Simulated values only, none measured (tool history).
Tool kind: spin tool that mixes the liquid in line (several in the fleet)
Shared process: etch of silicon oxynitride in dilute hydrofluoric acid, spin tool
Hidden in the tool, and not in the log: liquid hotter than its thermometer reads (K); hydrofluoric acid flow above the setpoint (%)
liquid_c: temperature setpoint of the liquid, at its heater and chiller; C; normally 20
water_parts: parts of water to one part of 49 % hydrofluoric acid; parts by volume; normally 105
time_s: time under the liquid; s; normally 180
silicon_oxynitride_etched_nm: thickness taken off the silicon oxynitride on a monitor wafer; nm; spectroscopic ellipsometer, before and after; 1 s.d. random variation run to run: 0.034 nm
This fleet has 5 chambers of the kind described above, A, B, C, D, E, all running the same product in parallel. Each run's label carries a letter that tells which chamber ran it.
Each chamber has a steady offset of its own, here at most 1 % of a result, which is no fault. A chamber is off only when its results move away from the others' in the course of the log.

run	day	liquid_c	water_parts	time_s	hours since the thermometer was replaced	hours since the hydrofluoric acid flow meter was replaced	read-back film thickness of the silicon oxynitride reference wafer, read on the same gauge (nm)	silicon_oxynitride_etched_nm
1C	0.467	20	105	180	817.7	1489.4	129.95	2.9308
2E	0.792	20	105	180	368	453.9	130	2.9775
3B	1.129	20	105	180	713.3	367.2	129.99	2.9388
4A	1.404	20	105	180	811.7	542.1	129.97	2.9659
5D	1.638	20	105	180	159.7	360	130.02	2.9755
6B	1.879	20	105	180	731.3	385.2	129.99	2.9348
7C	2.25	20	105	180	860.5	1532.2	130.01	2.9181
8E	2.575	20	105	180	410.8	496.7	130	2.9996
9D	2.821	20	105	180	188.1	388.4	129.98	2.9789
10A	3.242	20	105	180	855.8	586.2	129.97	2.9196
11D	3.671	22	105	225	208.5	408.8	130.01	4.0879
12E	4.108	22	105	225	447.6	533.5	129.96	4.086
13B	4.475	22	105	225	793.6	447.5	130.01	4.0866
14C	4.85	22	105	225	922.9	1594.6	129.98	4.0864
15A	5.175	22	105	225	902.2	632.6	130	4.0537
# day 5.342: chamber C: hydrofluoric acid flow meter replaced
16E	5.521	20	105	180	481.5	567.4	130	2.992
17A	5.775	17.5	105	255	916.6	647	129.97	3.711
18C	6.046	17.5	105	255	951.6	17	130.01	3.7311
19D	6.3	17.5	105	255	271.6	471.9	129.97	3.6711
20B	6.696	17.5	105	255	846.9	500.8	129.98	3.7023
21C	7.096	17.5	105	255	976.8	42.2	130.01	3.7503
# day 7.546: chamber B: hydrofluoric acid flow meter replaced
22D	7.546	20	105	180	301.5	501.8	130	2.9306
23B	7.85	20	105	180	874.6	7.3	130.03	2.9597
24E	8.104	20	105	180	543.5	629.4	130	3.0414
25A	8.529	20	105	180	982.7	713.1	130.03	2.979
26C	8.925	20	105	180	1020.7	86.1	130.02	3.1151
27A	9.388	20	105	180	1003.3	733.7	130	2.9942
# day 9.454: chamber E: hydrofluoric acid flow meter replaced
28B	9.675	20	105	180	918.4	51.1	129.99	2.9851
29D	10.112	20	105	180	363.1	563.4	130.01	2.9775
30E	10.521	20	105	180	601.5	25.7	129.97	3.0299
31D	10.758	20	105	180	378.6	578.9	129.99	2.9297
32B	11.054	20	105	180	951.5	84.2	129.99	2.9088
33E	11.462	20	105	180	624.1	48.3	129.98	2.9657
34C	11.842	20	105	180	1090.7	156.1	130.05	3.2591
35A	12.271	20	105	180	1072.5	802.9	130.01	2.9262

Next, every chamber runs the same settings. What will each give?
36A	12.638	20	145	180				?
36B	12.638	20	145	180				?
36C	12.638	20	145	180				?
36D	12.638	20	145	180				?
36E	12.638	20	145	180				?

run	silicon_oxynitride_etched_nm
36A	2.1269
36B	2.0893
36C	2.3066
36D	2.0939
36E	2.1238
